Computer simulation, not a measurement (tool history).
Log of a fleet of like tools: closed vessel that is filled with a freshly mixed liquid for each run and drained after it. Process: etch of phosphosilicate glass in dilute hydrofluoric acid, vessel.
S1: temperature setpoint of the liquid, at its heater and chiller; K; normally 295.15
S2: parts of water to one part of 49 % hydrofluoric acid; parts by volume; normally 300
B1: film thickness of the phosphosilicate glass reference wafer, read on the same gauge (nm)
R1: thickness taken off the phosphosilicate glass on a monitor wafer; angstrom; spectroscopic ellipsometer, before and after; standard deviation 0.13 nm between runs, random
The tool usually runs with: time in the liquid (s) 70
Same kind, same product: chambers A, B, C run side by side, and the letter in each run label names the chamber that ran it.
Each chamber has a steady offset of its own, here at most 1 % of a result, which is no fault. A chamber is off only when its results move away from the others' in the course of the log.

Run 1A, day 0.362: usual settings; B1 39.998. Result: R1 173.520 angstrom.
Run 2C, day 0.879: usual settings; B1 40.007. Result: R1 170.950 angstrom.
Run 3B, day 1.396: usual settings; B1 39.973. Result: R1 173.300 angstrom.
Run 4B, day 1.771: usual settings; B1 40.042. Result: R1 171.830 angstrom.
Run 5A, day 2.229: usual settings; B1 39.935. Result: R1 173.160 angstrom.
Run 6C, day 2.708: usual settings; B1 39.975. Result: R1 172.010 angstrom.
At day 2.738: chamber B: hydrofluoric acid flow meter replaced.
Run 7A, day 3.208: usual settings; B1 40.014. Result: R1 171.450 angstrom.
Run 8C, day 3.604: usual settings but S2 370 parts by volume; B1 39.976. Result: R1 130.240 angstrom.
Run 9B, day 4.154: usual settings but S2 370 parts by volume; B1 40.028. Result: R1 130.660 angstrom.
Run 10A, day 4.546: usual settings but S2 370 parts by volume; B1 40.013. Result: R1 131.400 angstrom.
Run 11B, day 5.050: usual settings; B1 39.972. Result: R1 173.380 angstrom.
Run 12C, day 5.446: usual settings; B1 39.996. Result: R1 177.450 angstrom.
Run 13B, day 5.967: usual settings; B1 39.996. Result: R1 171.900 angstrom.
Run 14A, day 6.362: usual settings but time in the liquid (s) 50; B1 39.968. Result: R1 122.550 angstrom.
Run 15C, day 6.642: usual settings but time in the liquid (s) 50; B1 39.998. Result: R1 126.580 angstrom.
Run 16C, day 6.917: usual settings but time in the liquid (s) 50; B1 39.989. Result: R1 126.360 angstrom.
Run 17A, day 7.450: usual settings but S2 435 parts by volume, time in the liquid (s) 100; B1 39.976. Result: R1 148.570 angstrom.
Run 18B, day 7.892: usual settings but S2 435 parts by volume, time in the liquid (s) 100; B1 40.005. Result: R1 152.290 angstrom.
Run 19A, day 8.158: usual settings but S2 435 parts by volume, time in the liquid (s) 100; B1 40.024. Result: R1 150.690 angstrom.
Run 20B, day 8.404: usual settings but S2 175 parts by volume, time in the liquid (s) 40; B1 40.027. Result: R1 191.370 angstrom.
Run 21C, day 8.879: usual settings but S2 175 parts by volume, time in the liquid (s) 40; B1 40.018. Result: R1 199.720 angstrom.
Run 22C, day 9.433: usual settings but S2 175 parts by volume, time in the liquid (s) 40; B1 40.003. Result: R1 202.790 angstrom.
Run 23B, day 9.833: usual settings but time in the liquid (s) 35; B1 39.981. Result: R1 86.457 angstrom.
Run 24A, day 10.358: usual settings but time in the liquid (s) 35; B1 40.026. Result: R1 86.424 angstrom.
Run 25C, day 10.788: usual settings but time in the liquid (s) 35; B1 39.996. Result: R1 92.578 angstrom.
Run 26B, day 11.146: usual settings but S1 297.15 K; B1 39.979. Result: R1 186.260 angstrom.
Run 27A, day 11.508: usual settings but S1 297.15 K; B1 40.018. Result: R1 184.390 angstrom.
Run 28B, day 11.875: usual settings but S1 297.15 K; B1 39.995. Result: R1 184.470 angstrom.
Run 29C, day 12.342: usual settings; B1 39.973. Result: R1 187.440 angstrom.
Run 30A, day 12.896: usual settings; B1 40.003. Result: R1 170.780 angstrom.
Run 31A, day 13.271: usual settings but S2 205 parts by volume, time in the liquid (s) 90; B1 40.004. Result: R1 357.160 angstrom.

For the next run the whole fleet of 3 chambers uses the same settings. Give each chamber's results:
Run 32A, day 13.671: usual settings. Result: R1 ?.
Run 32B, day 13.671: usual settings. Result: R1 ?.
Run 32C, day 13.671: usual settings. Result: R1 ?.

run       R1
32A  170.450
32B  171.380
32C  191.220

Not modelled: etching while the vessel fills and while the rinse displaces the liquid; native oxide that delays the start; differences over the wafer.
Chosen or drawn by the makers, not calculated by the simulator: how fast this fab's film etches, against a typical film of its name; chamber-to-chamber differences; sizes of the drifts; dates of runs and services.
